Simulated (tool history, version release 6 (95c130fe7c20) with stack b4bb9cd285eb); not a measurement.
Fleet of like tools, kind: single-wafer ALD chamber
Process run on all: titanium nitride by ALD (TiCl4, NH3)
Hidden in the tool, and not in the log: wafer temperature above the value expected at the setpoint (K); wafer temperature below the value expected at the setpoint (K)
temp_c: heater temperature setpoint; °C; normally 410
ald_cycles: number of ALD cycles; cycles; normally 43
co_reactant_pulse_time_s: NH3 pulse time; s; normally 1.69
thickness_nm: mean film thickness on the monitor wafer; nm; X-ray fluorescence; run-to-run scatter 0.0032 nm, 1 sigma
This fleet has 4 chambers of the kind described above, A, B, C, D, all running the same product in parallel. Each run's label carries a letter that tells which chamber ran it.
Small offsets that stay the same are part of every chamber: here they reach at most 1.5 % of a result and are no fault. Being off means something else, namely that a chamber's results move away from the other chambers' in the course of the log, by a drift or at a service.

| run | day | temp_c | ald_cycles | co_reactant_pulse_time_s | hours since the last thermocouple change | read-back reference wafer on the same gauge, thickness_nm | thickness_nm |
|---|---|---|---|---|---|---|---|
| 1C | 0.129 | 410 | 43 | 1.69 | 625.5 | 1.086 | 0.93479 |
| 2D | 0.3 | 410 | 43 | 1.69 | 527.9 | 1.0872 | 0.94076 |
| 3A | 0.508 | 410 | 43 | 1.69 | 571.6 | 1.0871 | 0.95025 |
| 4B | 0.604 | 410 | 43 | 1.69 | 142.4 | 1.0875 | 0.95116 |
| 5A | 0.779 | 410 | 43 | 1.69 | 578.1 | 1.0869 | 0.94791 |
| 6D | 0.975 | 410 | 43 | 1.69 | 544.1 | 1.0867 | 0.94094 |
| 7C | 1.167 | 410 | 43 | 1.23 | 650.4 | 1.0875 | 0.92142 |
| 8B | 1.262 | 410 | 43 | 1.23 | 158.2 | 1.088 | 0.93068 |
| 9D | 1.412 | 410 | 43 | 1.23 | 554.6 | 1.0881 | 0.93268 |
| 10B | 1.592 | 410 | 43 | 1.23 | 166.1 | 1.0867 | 0.93727 |
| 11C | 1.762 | 410 | 43 | 1.69 | 664.7 | 1.0874 | 0.93363 |
| 12A | 1.938 | 410 | 43 | 1.69 | 605.9 | 1.0863 | 0.9506 |
| 13B | 2.142 | 410 | 43 | 1.69 | 179.3 | 1.0866 | 0.94711 |
| 14D | 2.35 | 410 | 43 | 1.69 | 577.1 | 1.0871 | 0.94495 |
| 15A | 2.504 | 410 | 43 | 1.69 | 619.5 | 1.0878 | 0.95352 |
| 16C | 2.6 | 410 | 43 | 1.69 | 684.8 | 1.0875 | 0.93949 |
| 17C | 2.721 | 410 | 43 | 1.69 | 687.7 | 1.0869 | 0.934 |
| 18A | 2.917 | 410 | 43 | 1.69 | 629.4 | 1.0867 | 0.95029 |
| 19B | 3.017 | 410 | 43 | 1.69 | 200.3 | 1.0876 | 0.9456 |
| 20D | 3.192 | 410 | 43 | 1.69 | 597.3 | 1.0867 | 0.94329 |
| 21B | 3.404 | 410 | 43 | 1.69 | 209.6 | 1.0874 | 0.95111 |
| 22C | 3.596 | 405 | 43 | 1.32 | 708.7 | 1.0874 | 0.92212 |
| 23D | 3.725 | 405 | 43 | 1.32 | 610.1 | 1.0868 | 0.93174 |
| 24A | 3.833 | 405 | 43 | 1.32 | 651.4 | 1.0878 | 0.93661 |
| 25A | 3.933 | 405 | 43 | 1.32 | 653.8 | 1.0872 | 0.94145 |
| 26C | 4.062 | 410 | 36 | 1.69 | 719.9 | 1.0866 | 0.78432 |

One chamber off, gauge drift, or nothing amiss beyond the chambers' own small offsets? If it is a chamber, which one, and what is the likeliest cause?

No chamber stands off beyond its own small offset, and the gauge holds steady.
